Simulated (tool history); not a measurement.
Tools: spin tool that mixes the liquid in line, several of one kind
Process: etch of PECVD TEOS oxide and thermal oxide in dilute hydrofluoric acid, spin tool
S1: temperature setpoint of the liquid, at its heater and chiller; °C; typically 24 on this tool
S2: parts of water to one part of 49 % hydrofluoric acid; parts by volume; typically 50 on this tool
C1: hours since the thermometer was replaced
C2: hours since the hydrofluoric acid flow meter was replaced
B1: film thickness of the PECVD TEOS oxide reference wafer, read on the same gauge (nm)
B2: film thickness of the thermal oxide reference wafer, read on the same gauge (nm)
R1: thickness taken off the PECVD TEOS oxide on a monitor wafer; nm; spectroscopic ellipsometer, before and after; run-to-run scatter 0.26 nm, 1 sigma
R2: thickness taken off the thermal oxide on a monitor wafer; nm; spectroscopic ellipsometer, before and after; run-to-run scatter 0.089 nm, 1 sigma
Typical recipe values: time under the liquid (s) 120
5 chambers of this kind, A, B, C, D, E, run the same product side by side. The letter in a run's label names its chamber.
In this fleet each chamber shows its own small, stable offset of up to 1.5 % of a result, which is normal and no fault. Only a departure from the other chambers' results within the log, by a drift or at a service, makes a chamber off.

run 1D hour=4.5 | S1=24 S2=50 time_under_the_liquid_(s)=120 | C1=764.7 C2=1100.6 | B1=150.00 B2=50.042 | R1=42.913 R2=12.1820
run 2E hour=8.1 | S1=24 S2=50 time_under_the_liquid_(s)=120 | C1=301.1 C2=369.1 | B1=150.02 B2=50.001 | R1=43.258 R2=12.3250
run 3B hour=13.2 | S1=24 S2=50 time_under_the_liquid_(s)=120 | C1=871.6 C2=49.7 | B1=150.01 B2=50.058 | R1=43.219 R2=12.1980
run 4A hour=15.7 | S1=24 S2=50 time_under_the_liquid_(s)=120 | C1=2539.4 C2=111.6 | B1=149.99 B2=50.002 | R1=42.634 R2=12.3890
run 5C hour=20.9 | S1=24 S2=50 time_under_the_liquid_(s)=120 | C1=789.9 C2=367.4 | B1=150.03 B2=49.949 | R1=42.611 R2=12.0810
run 6C hour=26.4 | S1=24 S2=50 time_under_the_liquid_(s)=120 | C1=795.4 C2=372.9 | B1=150.01 B2=50.007 | R1=42.566 R2=12.2340
run 7A hour=29.3 | S1=24 S2=50 time_under_the_liquid_(s)=120 | C1=2553.0 C2=125.2 | B1=150.02 B2=50.041 | R1=42.530 R2=12.4510
run 8D hour=32.0 | S1=24 S2=50 time_under_the_liquid_(s)=120 | C1=792.2 C2=1128.1 | B1=150.00 B2=50.007 | R1=42.904 R2=12.1950
run 9E hour=36.7 | S1=24 S2=50 time_under_the_liquid_(s)=120 | C1=329.7 C2=397.7 | B1=150.02 B2=49.995 | R1=42.880 R2=12.3250
run 10B hour=41.0 | S1=24 S2=50 time_under_the_liquid_(s)=120 | C1=899.4 C2=77.5 | B1=150.00 B2=49.972 | R1=42.557 R2=12.1260
run 11B hour=43.4 | S1=24 S2=50 time_under_the_liquid_(s)=120 | C1=901.8 C2=79.9 | B1=150.01 B2=50.041 | R1=42.960 R2=12.0240
run 12A hour=46.5 | S1=24 S2=50 time_under_the_liquid_(s)=120 | C1=2570.2 C2=142.4 | B1=149.99 B2=49.997 | R1=42.369 R2=12.3230
run 13D hour=49.1 | S1=24 S2=50 time_under_the_liquid_(s)=120 | C1=809.3 C2=1145.2 | B1=150.00 B2=50.000 | R1=42.581 R2=12.0850
run 14C hour=54.0 | S1=24 S2=50 time_under_the_liquid_(s)=120 | C1=823.0 C2=400.5 | B1=150.00 B2=49.999 | R1=42.476 R2=12.1420
run 15E hour=58.8 | S1=24 S2=50 time_under_the_liquid_(s)=120 | C1=351.8 C2=419.8 | B1=149.99 B2=50.025 | R1=43.105 R2=12.2570
-- hour=64.1 chamber B: thermometer replaced
run 16C hour=64.1 | S1=24 S2=50 time_under_the_liquid_(s)=120 | C1=833.1 C2=410.6 | B1=150.00 B2=49.985 | R1=42.612 R2=12.0890
run 17D hour=67.2 | S1=20 S2=50 time_under_the_liquid_(s)=60 | C1=827.4 C2=1163.3 | B1=150.01 B2=49.979 | R1=18.303 R2=5.1110
run 18A hour=70.3 | S1=20 S2=50 time_under_the_liquid_(s)=60 | C1=2594.0 C2=166.2 | B1=149.99 B2=50.057 | R1=17.862 R2=5.2368
run 19B hour=74.2 | S1=20 S2=50 time_under_the_liquid_(s)=60 | C1=10.1 C2=110.7 | B1=150.00 B2=50.039 | R1=18.094 R2=5.1771
run 20E hour=79.6 | S1=20 S2=50 time_under_the_liquid_(s)=60 | C1=372.6 C2=440.6 | B1=149.97 B2=50.026 | R1=18.178 R2=5.1731
run 21B hour=82.6 | S1=20 S2=50 time_under_the_liquid_(s)=60 | C1=18.5 C2=119.1 | B1=150.01 B2=50.029 | R1=18.332 R2=5.1360
run 22E hour=87.4 | S1=24 S2=35 time_under_the_liquid_(s)=185 | C1=380.4 C2=448.4 | B1=150.01 B2=50.036 | R1=96.548 R2=27.5240
run 23A hour=90.8 | S1=24 S2=35 time_under_the_liquid_(s)=185 | C1=2614.5 C2=186.7 | B1=150.00 B2=50.021 | R1=95.761 R2=27.8370
run 24D hour=95.4 | S1=24 S2=35 time_under_the_liquid_(s)=185 | C1=855.6 C2=1191.5 | B1=150.01 B2=49.971 | R1=96.336 R2=26.9810
run 25C hour=98.3 | S1=24 S2=35 time_under_the_liquid_(s)=185 | C1=867.3 C2=444.8 | B1=149.98 B2=49.964 | R1=95.124 R2=27.0910
run 26A hour=103.1 | S1=24 S2=35 time_under_the_liquid_(s)=185 | C1=2626.8 C2=199.0 | B1=150.01 B2=49.994 | R1=96.612 R2=27.7130
run 27D hour=108.3 | S1=24 S2=50 time_under_the_liquid_(s)=120 | C1=868.5 C2=1204.4 | B1=149.99 B2=50.016 | R1=43.030 R2=12.1790
run 28B hour=110.9 | S1=24 S2=50 time_under_the_liquid_(s)=120 | C1=46.8 C2=147.4 | B1=150.00 B2=49.983 | R1=43.561 R2=12.0670
run 29C hour=116.3 | S1=24 S2=50 time_under_the_liquid_(s)=120 | C1=885.3 C2=462.8 | B1=150.03 B2=49.966 | R1=42.605 R2=11.8700
run 30E hour=119.0 | S1=24 S2=50 time_under_the_liquid_(s)=120 | C1=412.0 C2=480.0 | B1=150.01 B2=49.963 | R1=42.992 R2=12.3190
run 31A hour=121.7 | S1=24 S2=50 time_under_the_liquid_(s)=120 | C1=2645.4 C2=217.6 | B1=149.98 B2=50.023 | R1=42.455 R2=12.3080
run 32C hour=124.8 | S1=24 S2=50 time_under_the_liquid_(s)=120 | C1=893.8 C2=471.3 | B1=150.01 B2=50.012 | R1=42.555 R2=12.1470
run 33E hour=129.0 | S1=24 S2=50 time_under_the_liquid_(s)=120 | C1=422.0 C2=490.0 | B1=150.00 B2=49.980 | R1=42.670 R2=12.0490
run 34D hour=132.6 | S1=24 S2=50 time_under_the_liquid_(s)=120 | C1=892.8 C2=1228.7 | B1=150.00 B2=49.959 | R1=42.946 R2=12.0520
run 35B hour=137.2 | S1=24 S2=50 time_under_the_liquid_(s)=120 | C1=73.1 C2=173.7 | B1=149.98 B2=49.952 | R1=43.298 R2=12.0520
run 36E hour=141.6 | S1=24 S2=50 time_under_the_liquid_(s)=120 | C1=434.6 C2=502.6 | B1=150.02 B2=49.989 | R1=42.434 R2=12.1920
-- hour=146.9 chamber C: hydrofluoric acid flow meter replaced
run 37B hour=147.0 | S1=24 S2=50 time_under_the_liquid_(s)=120 | C1=82.9 C2=183.5 | B1=149.99 B2=50.022 | R1=42.652 R2=12.1830
run 38C hour=149.9 | S1=24 S2=50 time_under_the_liquid_(s)=120 | C1=918.9 C2=3.0 | B1=149.97 B2=50.001 | R1=42.448 R2=12.1200

Each of the 5 chambers runs these same settings next. Fill in every chamber's results:
run 39A hour=153.8 | S1=24 S2=50 time_under_the_liquid_(s)=120 | R1=? R2=?
run 39B hour=153.8 | S1=24 S2=50 time_under_the_liquid_(s)=120 | R1=? R2=?
run 39C hour=153.8 | S1=24 S2=50 time_under_the_liquid_(s)=120 | R1=? R2=?
run 39D hour=153.8 | S1=24 S2=50 time_under_the_liquid_(s)=120 | R1=? R2=?
run 39E hour=153.8 | S1=24 S2=50 time_under_the_liquid_(s)=120 | R1=? R2=?

run=39A R1=42.466 R2=12.1690
run=39B R1=43.222 R2=12.2660
run=39C R1=42.885 R2=12.2580
run=39D R1=43.338 R2=12.0500
run=39E R1=43.277 R2=12.1390
